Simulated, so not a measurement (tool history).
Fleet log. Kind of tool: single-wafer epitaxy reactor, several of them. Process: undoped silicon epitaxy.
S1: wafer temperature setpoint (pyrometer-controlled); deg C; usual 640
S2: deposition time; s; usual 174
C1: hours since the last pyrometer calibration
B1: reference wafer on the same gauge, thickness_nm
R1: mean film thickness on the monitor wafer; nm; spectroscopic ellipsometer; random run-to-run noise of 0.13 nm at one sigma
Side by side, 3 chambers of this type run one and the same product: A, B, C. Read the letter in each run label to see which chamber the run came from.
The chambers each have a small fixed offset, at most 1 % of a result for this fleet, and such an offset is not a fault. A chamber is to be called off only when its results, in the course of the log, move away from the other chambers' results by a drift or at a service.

run 1C hour=7.8 | S1=640 S2=174 | C1=1037.7 | B1=22.093 | R1=23.567
run 2A hour=20.3 | S1=640 S2=174 | C1=488.5 | B1=22.073 | R1=23.303
run 3B hour=32.9 | S1=640 S2=174 | C1=116.8 | B1=22.124 | R1=23.464
run 4B hour=40.5 | S1=640 S2=174 | C1=124.4 | B1=22.068 | R1=23.262
run 5C hour=55.2 | S1=626 S2=174 | C1=1085.1 | B1=22.101 | R1=17.073
run 6A hour=67.3 | S1=626 S2=174 | C1=535.5 | B1=22.089 | R1=17.118
run 7A hour=78.5 | S1=626 S2=174 | C1=546.7 | B1=22.116 | R1=17.278
run 8C hour=92.9 | S1=640 S2=174 | C1=1122.8 | B1=22.092 | R1=23.628
run 9B hour=106.7 | S1=640 S2=174 | C1=190.6 | B1=22.103 | R1=23.296
run 10A hour=113.9 | S1=640 S2=174 | C1=582.1 | B1=22.111 | R1=23.859
run 11C hour=125.7 | S1=640 S2=174 | C1=1155.6 | B1=22.124 | R1=23.647
run 12B hour=136.5 | S1=640 S2=174 | C1=220.4 | B1=22.086 | R1=23.575
run 13B hour=146.4 | S1=640 S2=174 | C1=230.3 | B1=22.055 | R1=23.634
run 14A hour=160.6 | S1=640 S2=174 | C1=628.8 | B1=22.092 | R1=24.081
run 15C hour=172 | S1=640 S2=174 | C1=1201.9 | B1=22.081 | R1=23.502
run 16C hour=180.7 | S1=640 S2=174 | C1=1210.6 | B1=22.097 | R1=23.638
run 17A hour=191.3 | S1=640 S2=174 | C1=659.5 | B1=22.13 | R1=24.466
run 18B hour=203 | S1=640 S2=174 | C1=286.9 | B1=22.116 | R1=23.583
run 19C hour=212.9 | S1=640 S2=174 | C1=1242.8 | B1=22.084 | R1=23.289
run 20A hour=228 | S1=640 S2=174 | C1=696.2 | B1=22.105 | R1=24.527
run 21B hour=235.8 | S1=640 S2=174 | C1=319.7 | B1=22.106 | R1=23.364
run 22C hour=249.9 | S1=640 S2=174 | C1=1279.8 | B1=22.11 | R1=23.57
run 23A hour=258.6 | S1=640 S2=174 | C1=726.8 | B1=22.088 | R1=24.759
run 24B hour=271.4 | S1=640 S2=174 | C1=355.3 | B1=22.105 | R1=23.661
run 25B hour=285.8 | S1=640 S2=174 | C1=369.7 | B1=22.064 | R1=23.737

Next, every chamber runs the same settings. What will each give?
run 26A hour=297.2 | S1=649 S2=174 | R1=?
run 26B hour=297.2 | S1=649 S2=174 | R1=?
run 26C hour=297.2 | S1=649 S2=174 | R1=?

run=26A R1=29.976
run=26B R1=28.378
run=26C R1=28.933
